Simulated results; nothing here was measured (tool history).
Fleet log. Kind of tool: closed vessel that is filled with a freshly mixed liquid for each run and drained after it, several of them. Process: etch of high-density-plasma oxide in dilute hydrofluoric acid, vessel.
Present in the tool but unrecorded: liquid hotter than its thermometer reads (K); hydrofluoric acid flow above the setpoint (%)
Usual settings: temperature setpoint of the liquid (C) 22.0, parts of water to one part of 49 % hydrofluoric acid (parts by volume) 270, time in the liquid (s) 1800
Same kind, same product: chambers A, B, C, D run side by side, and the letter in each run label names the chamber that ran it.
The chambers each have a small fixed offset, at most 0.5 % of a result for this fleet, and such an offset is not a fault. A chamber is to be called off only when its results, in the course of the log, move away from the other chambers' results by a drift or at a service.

run,hour,temperature setpoint of the liquid (C),parts of water to one part of 49 % hydrofluoric acid (parts by volume),time in the liquid (s),hours since the thermometer was replaced,hours since the hydrofluoric acid flow meter was replaced,"read-back film thickness of the high-density-plasma oxide reference wafer, read on the same gauge (nm)",thickness taken off the high-density-plasma oxide on a monitor wafer (angstrom)
1C,3.0,22.0,270,1800,489.8,314.6,139.99,381.36
2A,5.9,22.0,270,1800,820.3,1513.4,140.01,380.18
3D,9.9,22.0,270,1800,729.0,1480.1,140.01,381.59
4B,12.0,22.0,270,1800,821.3,409.9,139.98,378.70
5D,15.9,22.0,270,1800,735.0,1486.1,140.03,382.34
6C,19.2,22.0,270,1800,506.0,330.8,139.99,382.37
7A,21.9,22.0,270,1800,836.3,1529.4,139.98,377.26
8B,24.3,22.0,270,1800,833.6,422.2,139.97,382.36
9C,27.0,22.0,270,1800,513.8,338.6,140.00,380.00
10D,29.5,22.0,270,1800,748.6,1499.7,140.00,380.23
11B,33.8,20.0,270,1800,843.1,431.7,139.99,353.89
12A,36.9,20.0,270,1800,851.3,1544.4,140.02,351.45
13B,40.0,20.0,270,1800,849.3,437.9,140.02,350.58
14D,42.5,20.0,270,1800,761.6,1512.7,140.01,352.29
15C,45.5,22.0,270,1800,532.3,357.1,140.00,377.46
16A,49.4,22.0,270,1800,863.8,1556.9,140.02,376.35
17A,51.6,22.0,205,1800,866.0,1559.1,140.03,534.95
18C,54.6,22.0,205,1800,541.4,366.2,140.01,532.41
19B,58.4,22.0,205,1800,867.7,456.3,140.01,533.75
20D,62.7,22.0,205,1800,781.8,1532.9,140.00,540.65
21D,65.9,22.0,345,1800,785.0,1536.1,139.98,282.94
22B,70.1,22.0,345,1800,879.4,468.0,140.02,274.79
23C,73.3,22.0,345,1800,560.1,384.9,140.01,279.14
24A,75.3,22.0,345,1800,889.7,1582.8,139.97,276.28
25A,78.2,22.0,270,1800,892.6,1585.7,139.97,381.08
26B,81.9,22.0,270,1800,891.2,479.8,140.00,381.34
27D,85.9,22.0,270,1800,805.0,1556.1,139.99,394.08
28C,88.4,17.5,270,1095,575.2,400.0,140.01,195.82
29C,90.8,17.5,270,1095,577.6,402.4,139.97,196.41
30B,94.3,17.5,270,1095,903.6,492.2,140.02,194.35
31D,97.3,17.5,270,1095,816.4,1567.5,140.01,206.69
32A,100.3,22.0,270,1800,914.7,1607.8,140.00,376.87
33C,103.7,22.0,270,1800,590.5,415.3,140.01,381.10
34B,106.8,22.0,270,1800,916.1,504.7,139.99,379.50
35D,110.0,22.0,270,1800,829.1,1580.2,139.99,402.51

All chambers now run identical settings, listed one chamber a line with results as question marks. What results will each chamber show?
36A,113.1,22.0,180,1800,,,,?
36B,113.1,22.0,180,1800,,,,?
36C,113.1,22.0,180,1800,,,,?
36D,113.1,22.0,180,1800,,,,?

run,thickness taken off the high-density-plasma oxide on a monitor wafer (angstrom)
36A,622.29
36B,618.76
36C,623.38
36D,661.39
